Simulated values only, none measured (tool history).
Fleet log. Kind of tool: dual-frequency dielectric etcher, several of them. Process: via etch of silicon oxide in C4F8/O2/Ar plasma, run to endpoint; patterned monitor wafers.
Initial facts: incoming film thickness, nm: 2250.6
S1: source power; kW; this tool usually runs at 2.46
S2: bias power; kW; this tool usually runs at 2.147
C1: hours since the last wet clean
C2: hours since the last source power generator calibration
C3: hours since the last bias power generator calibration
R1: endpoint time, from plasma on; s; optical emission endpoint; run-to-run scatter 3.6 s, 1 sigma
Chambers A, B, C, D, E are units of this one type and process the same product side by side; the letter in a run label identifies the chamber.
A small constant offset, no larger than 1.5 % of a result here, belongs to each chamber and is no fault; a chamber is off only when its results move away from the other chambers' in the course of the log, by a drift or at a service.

run 1E day=0.238 | S1=2.46 S2=2.147 | C1=37.5 C2=1279.7 C3=517.6 | R1=413.37
run 2C day=0.446 | S1=2.46 S2=2.147 | C1=99.7 C2=76.9 C3=302.7 | R1=406.88
run 3D day=0.662 | S1=2.46 S2=2.147 | C1=55.6 C2=2915.9 C3=156.3 | R1=399.37
run 4B day=0.871 | S1=2.46 S2=2.147 | C1=398.6 C2=830.3 C3=227.2 | R1=405.2
run 5A day=1.117 | S1=2.46 S2=2.147 | C1=95.9 C2=323.5 C3=2877.1 | R1=397.35
run 6B day=1.262 | S1=2.46 S2=2.147 | C1=408 C2=839.7 C3=236.6 | R1=399.78
run 7D day=1.417 | S1=2.46 S2=2.147 | C1=73.7 C2=2934 C3=174.4 | R1=397.12
run 8A day=1.567 | S1=2.46 S2=2.147 | C1=106.7 C2=334.3 C3=2887.9 | R1=397.55
run 9E day=1.754 | S1=2.46 S2=2.147 | C1=73.9 C2=1316.1 C3=554 | R1=407.94
run 10C day=1.938 | S1=2.46 S2=2.147 | C1=135.5 C2=112.7 C3=338.5 | R1=405.59
run 11B day=2.104 | S1=2.46 S2=2.147 | C1=428.2 C2=859.9 C3=256.8 | R1=402.75
run 12C day=2.288 | S1=2.46 S2=2.147 | C1=143.9 C2=121.1 C3=346.9 | R1=396.27
run 13A day=2.454 | S1=2.46 S2=2.147 | C1=128 C2=355.6 C3=2909.2 | R1=398.84
run 14D day=2.642 | S1=2.46 S2=2.147 | C1=103.1 C2=2963.4 C3=203.8 | R1=394
run 15E day=2.821 | S1=2.46 S2=2.147 | C1=99.5 C2=1341.7 C3=579.6 | R1=404.05
-- day=3.008 chamber A: bias power generator calibrated
run 16A day=3.042 | S1=2.46 S2=2.147 | C1=142.1 C2=369.7 C3=0.8 | R1=401.36
run 17E day=3.288 | S1=2.69 S2=1.736 | C1=110.7 C2=1352.9 C3=590.8 | R1=412.67
run 18D day=3.425 | S1=2.69 S2=1.736 | C1=121.9 C2=2982.2 C3=222.6 | R1=413.25
run 19C day=3.546 | S1=2.69 S2=1.736 | C1=174.1 C2=151.3 C3=377.1 | R1=410.14
run 20B day=3.729 | S1=2.69 S2=1.736 | C1=467.2 C2=898.9 C3=295.8 | R1=409.77
run 21A day=3.904 | S1=2.69 S2=1.736 | C1=162.8 C2=390.4 C3=21.5 | R1=410.43
run 22E day=4.121 | S1=3.02 S2=2.581 | C1=130.7 C2=1372.9 C3=610.8 | R1=347.76
run 23B day=4.354 | S1=3.02 S2=2.581 | C1=482.2 C2=913.9 C3=310.8 | R1=352.87
run 24C day=4.55 | S1=3.02 S2=2.581 | C1=198.2 C2=175.4 C3=401.2 | R1=352.89
run 25D day=4.746 | S1=3.02 S2=2.581 | C1=153.6 C2=3013.9 C3=254.3 | R1=351.53
run 26E day=4.925 | S1=3.02 S2=2.581 | C1=150 C2=1392.2 C3=630.1 | R1=349.82
run 27A day=5.117 | S1=2.46 S2=2.147 | C1=191.9 C2=419.5 C3=50.6 | R1=398.26
run 28C day=5.3 | S1=2.46 S2=2.147 | C1=216.2 C2=193.4 C3=419.2 | R1=404.37
run 29D day=5.496 | S1=2.46 S2=2.147 | C1=171.6 C2=3031.9 C3=272.3 | R1=398.4
run 30B day=5.704 | S1=2.46 S2=2.147 | C1=514.6 C2=946.3 C3=343.2 | R1=393.23
run 31C day=5.921 | S1=2.46 S2=2.147 | C1=231.1 C2=208.3 C3=434.1 | R1=401.59
run 32E day=6.133 | S1=2.67 S2=2.147 | C1=179 C2=1421.2 C3=659.1 | R1=398.16
run 33D day=6.312 | S1=2.67 S2=2.147 | C1=191.2 C2=3051.5 C3=291.9 | R1=389.3
run 34B day=6.458 | S1=2.67 S2=2.147 | C1=532.7 C2=964.4 C3=361.3 | R1=386.35
run 35A day=6.617 | S1=2.67 S2=2.147 | C1=227.9 C2=455.5 C3=86.6 | R1=375
run 36E day=6.779 | S1=2.67 S2=2.147 | C1=194.5 C2=1436.7 C3=674.6 | R1=390.12
run 37B day=6.996 | S1=2.46 S2=2.588 | C1=545.6 C2=977.3 C3=374.2 | R1=382.01
run 38C day=7.154 | S1=2.46 S2=2.588 | C1=260.7 C2=237.9 C3=463.7 | R1=376.86
run 39A day=7.4 | S1=2.46 S2=2.588 | C1=246.7 C2=474.3 C3=105.4 | R1=381.28
run 40D day=7.538 | S1=2.46 S2=2.588 | C1=220.6 C2=3080.9 C3=321.3 | R1=374.77
run 41A day=7.662 | S1=2.46 S2=2.588 | C1=253 C2=480.6 C3=111.7 | R1=374.2

All 5 chambers run these settings next. Forecast each chamber's results:
run 42A day=7.838 | S1=2.21 S2=2.147 | R1=?
run 42B day=7.838 | S1=2.21 S2=2.147 | R1=?
run 42C day=7.838 | S1=2.21 S2=2.147 | R1=?
run 42D day=7.838 | S1=2.21 S2=2.147 | R1=?
run 42E day=7.838 | S1=2.21 S2=2.147 | R1=?

run=42A R1=414.27
run=42B R1=420.65
run=42C R1=424.73
run=42D R1=414.36
run=42E R1=421.69

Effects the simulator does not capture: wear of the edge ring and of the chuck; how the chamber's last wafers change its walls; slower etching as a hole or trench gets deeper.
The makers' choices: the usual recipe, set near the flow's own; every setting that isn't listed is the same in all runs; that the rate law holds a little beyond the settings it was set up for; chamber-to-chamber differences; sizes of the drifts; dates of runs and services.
